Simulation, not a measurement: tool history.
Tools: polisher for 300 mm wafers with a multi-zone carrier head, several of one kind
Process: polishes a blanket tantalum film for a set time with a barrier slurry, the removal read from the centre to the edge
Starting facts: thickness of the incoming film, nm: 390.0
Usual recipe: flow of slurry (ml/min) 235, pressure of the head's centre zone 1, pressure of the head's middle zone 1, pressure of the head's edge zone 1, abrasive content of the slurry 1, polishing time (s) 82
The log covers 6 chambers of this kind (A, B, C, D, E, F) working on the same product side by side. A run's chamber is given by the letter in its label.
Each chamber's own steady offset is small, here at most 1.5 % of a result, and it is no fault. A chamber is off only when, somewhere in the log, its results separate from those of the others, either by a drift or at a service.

run   hour  flow of slurry (ml/min)  pressure of the head's centre zone  pressure of the head's middle zone  pressure of the head's edge zone  abrasive content of the slurry  polishing time (s)  wafers polished on this pad  hours since the slurry nozzle was cleaned  hours since the centre zone pressure was calibrated  hours since the edge zone pressure was calibrated  film removed at the wafer's centre (Å)  film removed at mid-radius (Å)  film removed at the wafer's edge (Å)
       0.1  -- chamber E: slurry nozzle cleaned
 1A   11.4                      235                                   1                                   1                                 1                               1                  82                          901                                      102.5                                                312.9                                              122.9                                  1171.2                          1126.8                                1161.2
 2F     17                      235                                   1                                   1                                 1                               1                  82                          155                                      403.9                                               1019.5                                               51.7                                  1145.4                          1141.4                                1158.7
 3B   26.8                      235                                   1                                   1                                 1                               1                  82                          285                                       94.4                                                344.9                                              212.4                                  1161.2                          1175.5                                1163.1
      34.6  -- chamber C: centre zone pressure recalibrated
 4C     35                      235                                   1                                   1                                 1                               1                  82                          277                                      723.2                                                  0.5                                                560                                  1148.3                          1127.1                                1142.8
      41.1  -- chamber E: worn pad replaced by a new one
 5D   42.2                      235                                   1                                   1                                 1                               1                  82                          327                                      142.4                                                878.4                                              452.2                                  1152.4                          1143.2                                  1130
 6E   53.6                      235                                   1                                   1                                 1                               1                  82                           85                                       53.6                                                169.1                                              828.1                                  1180.8                          1145.8                                1171.4
 7B   63.3                      235                                   1                                   1                                 1                               1                  82                          533                                      130.9                                                381.4                                              248.9                                    1145                          1141.6                                1148.3
      65.7  -- chamber B: centre zone pressure recalibrated
 8A   72.1                      235                                   1                                   1                                 1                               1                  82                         1315                                      163.2                                                373.6                                              183.6                                  1165.2                          1129.8                                1171.8
        76  -- chamber F: worn pad replaced by a new one
      76.9  -- chamber F: centre zone pressure recalibrated
 9C   80.7                      235                                   1                                   1                                 1                               1                  82                          588                                      768.9                                                 46.2                                              605.7                                  1154.6                          1150.7                                1147.4
      81.7  -- chamber B: worn pad replaced by a new one
      86.8  -- chamber A: worn pad replaced by a new one
10D     87                      235                                   1                                   1                                 1                               1                  82                          632                                      187.2                                                923.2                                                497                                  1158.5                          1150.6                                1157.2
      91.7  -- chamber F: slurry nozzle cleaned
11F   97.7                      235                                   1                                   1                                 1                               1                  82                          148                                          6                                                 20.9                                              132.4                                  1144.6                          1169.4                                1152.8
     103.7  -- chamber D: worn pad replaced by a new one
12E  108.2                      235                                   1                                   1                                 1                               1                  82                          457                                      108.2                                                223.7                                              882.7                                  1199.2                          1138.7                                1167.7
       110  -- chamber C: worn pad replaced by a new one
13B  118.5                      235                                   1                                   1                                 1                               1                  82                          250                                      186.1                                                 52.8                                              304.1                                  1157.7                          1182.3                                1173.1
14E  125.1                      235                                   1                                   1                                 1                               1                  82                          572                                      125.1                                                240.6                                              899.6                                  1153.3                            1136                                1163.3
15F  133.6                      235                                0.94                                   1                                 1                               1                 102                          392                                       41.9                                                 56.8                                              168.3                                  1323.9                          1438.3                                1441.1
     136.8  -- chamber C: slurry nozzle cleaned
16D  139.7                      235                                0.94                                   1                                 1                               1                 102                          245                                      239.9                                                975.9                                              549.7                                  1343.2                          1439.1                                1436.8
     145.4  -- chamber F: worn pad replaced by a new one
17A  149.1                      235                                0.94                                   1                                 1                               1                 102                          425                                      240.2                                                450.6                                              260.6                                  1334.3                          1459.9                                1444.4
     153.3  -- chamber B: slurry nozzle cleaned
18C  159.8                      235                                0.94                                   1                                 1                               1                 102                          339                                       23.1                                                125.3                                              684.8                                  1345.1                          1413.1                                1415.4
19F  167.1                      235                                0.94                                   1                                 1                               1                 102                          148                                       75.4                                                 90.3                                              201.8                                  1346.1                          1439.5                                1423.2
     172.3  -- chamber E: worn pad replaced by a new one
20B    176                      235                                0.94                                   1                                 1                               1                 102                          642                                       22.7                                                110.3                                              361.6                                  1352.1                          1423.9                                1456.1
21C    181                      235                                   1                                   1                                 1                               1                  82                          484                                       44.3                                                146.5                                                706                                  1144.5                          1142.8                                1147.3
22A  186.1                      235                                   1                                   1                                 1                               1                  82                          677                                      277.2                                                487.6                                              297.6                                  1167.7                          1158.6                                1179.4
     190.6  -- chamber B: worn pad replaced by a new one
23D  192.3                      235                                   1                                   1                                 1                               1                  82                          603                                      292.5                                               1028.5                                              602.3                                  1169.7                          1159.1                                  1161
24E  199.2                      165                                   1                                   1                                 1                             0.9                  82                          183                                      199.2                                                314.7                                              973.7                                  1065.3                          1036.4                                1088.2
     199.9  -- chamber A: slurry nozzle cleaned
     201.7  -- chamber D: worn pad replaced by a new one
       207  -- chamber C: worn pad replaced by a new one
25F  207.2                      165                                   1                                   1                                 1                             0.9                  82                          421                                      115.5                                                130.4                                              241.9                                  1053.1                          1085.5                                1065.2
     214.9  -- chamber F: worn pad replaced by a new one
26E  216.7                      165                                   1                                   1                                 1                             0.9                  82                          303                                      216.7                                                332.2                                              991.2                                  1079.2                          1039.7                                1094.6
27C  225.8                      165                                   1                                   1                                 1                             0.9                  82                          128                                       89.1                                                191.3                                              750.8                                  1060.8                          1040.3                                1063.5
28D  232.5                      165                                   1                                   1                                 1                             0.9                  82                          209                                      332.7                                               1068.7                                              642.5                                  1037.2                            1080                                1071.4
29B  240.5                      165                                   1                                   1                                 1                             0.9                  82                          340                                       87.2                                                174.8                                              426.1                                  1053.4                          1058.1                                1084.1
30A  249.9                      235                                   1                                   1                                 1                               1                  82                         1111                                       50.1                                                551.4                                              361.4                                  1143.7                          1128.9                                1154.6
31A  257.1                      235                                   1                                   1                                 1                               1                  82                         1160                                       57.3                                                558.6                                              368.6                                  1149.4                          1143.9                                1154.8
32E  263.7                      235                                   1                                   1                                 1                               1                  82                          623                                      263.7                                                379.2                                             1038.2                                  1185.9                          1178.7                                1158.8
       268  -- chamber D: centre zone pressure recalibrated
33F  269.1                      235                                   1                                   1                              0.89                               1                  82                          369                                      177.4                                                192.3                                              303.8                                  1179.8                          1166.3                                1084.8
34B  277.8                      235                                   1                                   1                              0.89                               1                  82                          594                                      124.5                                                212.1                                              463.4                                    1135                          1136.1                                1090.1
     287.2  -- chamber B: worn pad replaced by a new one
35D    289                      235                                   1                                   1                              0.89                               1                  82                          594                                      389.2                                                 21.1                                                699                                  1143.7                          1148.7                                1084.5
     291.8  -- chamber A: worn pad replaced by a new one
     292.7  -- chamber F: worn pad replaced by a new one
     298.1  -- chamber D: slurry nozzle cleaned
     298.6  -- chamber D: worn pad replaced by a new one
36C  300.4                      235                                   1                                   1                              0.89                               1                  82                          636                                      163.7                                                265.9                                              825.4                                  1141.8                          1119.9                                1075.5
37B    307                      235                                   1                                   1                              0.89                               1                  82                          134                                      153.7                                                241.3                                              492.6                                  1158.8                            1146                                1107.5
38A    315                      235                                   1                                   1                              0.89                               1                  82                          158                                      115.2                                                616.5                                              426.5                                  1174.2                          1183.6                                1085.5
     317.6  -- chamber C: worn pad replaced by a new one
     321.1  -- chamber E: worn pad replaced by a new one
39D  323.4                      235                                   1                                   1                                 1                               1                  82                          169                                       25.3                                                 55.5                                              733.4                                  1167.7                          1149.7                                1148.9
40C  328.4                      235                                   1                                   1                                 1                               1                  82                           74                                      191.7                                                293.9                                              853.4                                  1155.5                          1137.2                                1154.4
41F  334.5                      235                                   1                                   1                                 1                               1                  82                          285                                      242.8                                                257.7                                              369.2                                  1173.2                          1154.5                                1154.4
     337.7  -- chamber E: edge zone pressure recalibrated
42E  342.4                      235                                   1                                   1                                 1                               1                  82                          145                                      342.4                                                457.9                                                4.7                                  1151.8                          1154.8                                1169.1

Each of the 6 chambers runs these same settings next. Fill in every chamber's results:
43A  350.6                      235                                   1                                   1                                 1                               1                  82                                                                                                                                                                                                                       ?                               ?                                     ?
43B  350.6                      235                                   1                                   1                                 1                               1                  82                                                                                                                                                                                                                       ?                               ?                                     ?
43C  350.6                      235                                   1                                   1                                 1                               1                  82                                                                                                                                                                                                                       ?                               ?                                     ?
43D  350.6                      235                                   1                                   1                                 1                               1                  82                                                                                                                                                                                                                       ?                               ?                                     ?
43E  350.6                      235                                   1                                   1                                 1                               1                  82                                                                                                                                                                                                                       ?                               ?                                     ?
43F  350.6                      235                                   1                                   1                                 1                               1                  82                                                                                                                                                                                                                       ?                               ?                                     ?

run  film removed at the wafer's centre (Å)  film removed at mid-radius (Å)  film removed at the wafer's edge (Å)
43A                                  1167.8                          1151.4                                1153.6
43B                                  1140.3                          1155.3                                  1178
43C                                  1176.3                          1136.3                                1158.6
43D                                  1156.4                          1144.8                                1157.9
43E                                  1183.6                            1145                                1151.2
43F                                  1174.9                          1209.5                                1149.4
